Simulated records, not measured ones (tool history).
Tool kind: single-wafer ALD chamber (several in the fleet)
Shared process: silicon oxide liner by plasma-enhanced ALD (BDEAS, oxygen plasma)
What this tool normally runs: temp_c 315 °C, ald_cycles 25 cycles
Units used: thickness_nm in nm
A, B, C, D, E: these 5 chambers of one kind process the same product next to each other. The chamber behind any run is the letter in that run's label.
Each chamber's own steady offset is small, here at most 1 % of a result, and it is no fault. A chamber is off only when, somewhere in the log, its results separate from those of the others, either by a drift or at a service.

run   hour  temp_c  ald_cycles  read-back reference wafer on the same gauge, thickness_nm  thickness_nm
 1C   15.4     315          25                                                     1.9798        2.2629
 2E   24.8     315          25                                                     1.9795        2.2849
 3A   36.2     315          25                                                     1.9791        2.2925
 4D   47.3     315          25                                                     1.9791        2.2914
 5B   62.2     315          25                                                     1.9791        2.2761
 6A     69     315          25                                                     1.9789        2.2891
 7E   82.3     315          25                                                      1.979        2.2751
 8D   89.3     315          25                                                     1.9784        2.2863
 9B  102.7     315          25                                                     1.9785        2.2738
10C  116.1     315          25                                                     1.9777        2.2577
11E  127.2     315          25                                                     1.9775        2.2785
12B    142     315          25                                                     1.9782         2.276
13C  157.1     315          25                                                     1.9771        2.2577
14A  167.7     315          25                                                     1.9772        2.2872
15D  182.6     315          25                                                      1.977        2.2869
16C    190     315          25                                                     1.9766        2.2618
17B  204.4     315          25                                                     1.9763        2.2738
18A  217.6     315          25                                                     1.9761        2.2843
19D  232.3     315          25                                                     1.9759        2.2846
20E  245.4     315          25                                                     1.9762        2.2756
21C  255.3     315          25                                                     1.9752        2.2608
22B  265.4     302          25                                                     1.9754        2.3138
23E  279.5     302          25                                                     1.9752        2.3201
24D  292.6     302          25                                                     1.9753        2.3279
25A  301.7     302          25                                                     1.9751        2.3269
     306.7  -- chamber B: thermocouple changed; heater temperature recalibrated
26E  313.6     302          25                                                     1.9749         2.316
27C  321.2     315          25                                                     1.9741        2.2573
28D  332.6     315          28                                                     1.9741        2.5613
29B  343.8     315          28                                                     1.9744         2.541
30A  351.9     315          28                                                     1.9743        2.5602
31D  362.5     315          28                                                     1.9744        2.5577
32A  377.3     315          28                                                     1.9733         2.559
33C  385.3     315          25                                                     1.9735        2.2563
34B    393     315          25                                                     1.9732        2.2729
35E  407.8     315          25                                                     1.9728        2.2756
36B  421.8     315          25                                                     1.9726        2.2678
37E  429.1     315          28                                                     1.9727        2.5481
38A  443.5     315          28                                                     1.9721        2.5581
39C  455.8     315          28                                                     1.9724        2.5264
40D  465.9     315          28                                                     1.9723        2.5585
41E  473.6     315          28                                                     1.9717        2.5424
42A  484.6     315          25                                                     1.9714        2.2841

Is one chamber out of step, is the gauge drifting, or do the chambers differ by no more than their own small offsets? For an off chamber, give its letter and the likeliest cause.

Gauge drift. The chambers move together only on paper, and none stands off.
What lies behind it: gauge reads low (%) = 0.426.
